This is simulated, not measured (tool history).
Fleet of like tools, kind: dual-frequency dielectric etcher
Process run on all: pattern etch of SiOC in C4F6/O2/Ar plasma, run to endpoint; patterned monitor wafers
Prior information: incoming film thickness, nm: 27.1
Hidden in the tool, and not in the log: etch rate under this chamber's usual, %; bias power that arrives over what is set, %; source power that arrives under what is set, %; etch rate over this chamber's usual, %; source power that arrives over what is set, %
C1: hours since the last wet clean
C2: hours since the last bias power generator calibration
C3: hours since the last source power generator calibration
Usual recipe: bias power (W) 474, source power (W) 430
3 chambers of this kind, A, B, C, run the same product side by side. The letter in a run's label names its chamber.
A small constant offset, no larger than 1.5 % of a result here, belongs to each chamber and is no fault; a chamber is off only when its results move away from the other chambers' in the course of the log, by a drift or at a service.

{"run": "1B", "day": 0.117, "bias power (W)": 474, "source power (W)": 430, "C1": 59.8, "C2": 747.7, "C3": 2577.0, "endpoint time (s)": 9.1235}
{"run": "2A", "day": 0.254, "bias power (W)": 474, "source power (W)": 430, "C1": 372.4, "C2": 1230.1, "C3": 4276.2, "endpoint time (s)": 9.246}
{"run": "3C", "day": 0.388, "bias power (W)": 474, "source power (W)": 430, "C1": 273.1, "C2": 3129.7, "C3": 2854.2, "endpoint time (s)": 9.1015}
{"run": "4A", "day": 0.529, "bias power (W)": 474, "source power (W)": 430, "C1": 379.0, "C2": 1236.7, "C3": 4282.8, "endpoint time (s)": 9.2615}
{"run": "5C", "day": 0.629, "bias power (W)": 474, "source power (W)": 430, "C1": 278.9, "C2": 3135.5, "C3": 2860.0, "endpoint time (s)": 8.9894}
{"run": "6B", "day": 0.746, "bias power (W)": 474, "source power (W)": 430, "C1": 74.9, "C2": 762.8, "C3": 2592.1, "endpoint time (s)": 9.0654}
{"run": "7B", "day": 0.912, "bias power (W)": 474, "source power (W)": 430, "C1": 78.9, "C2": 766.8, "C3": 2596.1, "endpoint time (s)": 9.0332}
{"run": "8C", "day": 1.062, "bias power (W)": 474, "source power (W)": 430, "C1": 289.3, "C2": 3145.9, "C3": 2870.4, "endpoint time (s)": 9.0986}
{"run": "9A", "day": 1.25, "bias power (W)": 474, "source power (W)": 430, "C1": 396.3, "C2": 1254.0, "C3": 4300.1, "endpoint time (s)": 9.248}
{"run": "10A", "day": 1.442, "bias power (W)": 377, "source power (W)": 520, "C1": 400.9, "C2": 1258.6, "C3": 4304.7, "endpoint time (s)": 9.3059}
{"run": "11B", "day": 1.654, "bias power (W)": 377, "source power (W)": 520, "C1": 96.7, "C2": 784.6, "C3": 2613.9, "endpoint time (s)": 9.1763}
{"day": 1.679, "done": "chamber A: wet clean of the chamber"}
{"run": "12C", "day": 1.821, "bias power (W)": 377, "source power (W)": 520, "C1": 307.5, "C2": 3164.1, "C3": 2888.6, "endpoint time (s)": 9.0831}
{"run": "13A", "day": 1.95, "bias power (W)": 474, "source power (W)": 430, "C1": 6.6, "C2": 1270.8, "C3": 4316.9, "endpoint time (s)": 9.3881}
{"run": "14B", "day": 2.1, "bias power (W)": 474, "source power (W)": 430, "C1": 107.4, "C2": 795.3, "C3": 2624.6, "endpoint time (s)": 9.0621}
{"run": "15C", "day": 2.292, "bias power (W)": 474, "source power (W)": 430, "C1": 318.8, "C2": 3175.4, "C3": 2899.9, "endpoint time (s)": 8.9648}
{"run": "16A", "day": 2.383, "bias power (W)": 474, "source power (W)": 430, "C1": 17.0, "C2": 1281.2, "C3": 4327.3, "endpoint time (s)": 9.4691}
{"run": "17C", "day": 2.567, "bias power (W)": 474, "source power (W)": 430, "C1": 325.4, "C2": 3182.0, "C3": 2906.5, "endpoint time (s)": 9.0904}
{"run": "18B", "day": 2.704, "bias power (W)": 474, "source power (W)": 430, "C1": 121.9, "C2": 809.8, "C3": 2639.1, "endpoint time (s)": 9.1129}
{"run": "19B", "day": 2.8, "bias power (W)": 474, "source power (W)": 430, "C1": 124.2, "C2": 812.1, "C3": 2641.4, "endpoint time (s)": 9.0663}
{"run": "20A", "day": 2.908, "bias power (W)": 474, "source power (W)": 430, "C1": 29.6, "C2": 1293.8, "C3": 4339.9, "endpoint time (s)": 9.5364}
{"run": "21C", "day": 3.05, "bias power (W)": 474, "source power (W)": 430, "C1": 337.0, "C2": 3193.6, "C3": 2918.1, "endpoint time (s)": 9.0273}
{"run": "22A", "day": 3.2, "bias power (W)": 474, "source power (W)": 360, "C1": 36.6, "C2": 1300.8, "C3": 4346.9, "endpoint time (s)": 10.063}
{"run": "23C", "day": 3.379, "bias power (W)": 474, "source power (W)": 360, "C1": 344.9, "C2": 3201.5, "C3": 2926.0, "endpoint time (s)": 9.6605}

The same settings go to every chamber for the next run, one line per chamber below. Forecast the results for each:
{"run": "24A", "day": 3.529, "bias power (W)": 474, "source power (W)": 330, "endpoint time (s)": "?"}
{"run": "24B", "day": 3.529, "bias power (W)": 474, "source power (W)": 330, "endpoint time (s)": "?"}
{"run": "24C", "day": 3.529, "bias power (W)": 474, "source power (W)": 330, "endpoint time (s)": "?"}

run=24A endpoint_time_(s)=10.5400
run=24B endpoint_time_(s)=9.9432
run=24C endpoint_time_(s)=9.9965

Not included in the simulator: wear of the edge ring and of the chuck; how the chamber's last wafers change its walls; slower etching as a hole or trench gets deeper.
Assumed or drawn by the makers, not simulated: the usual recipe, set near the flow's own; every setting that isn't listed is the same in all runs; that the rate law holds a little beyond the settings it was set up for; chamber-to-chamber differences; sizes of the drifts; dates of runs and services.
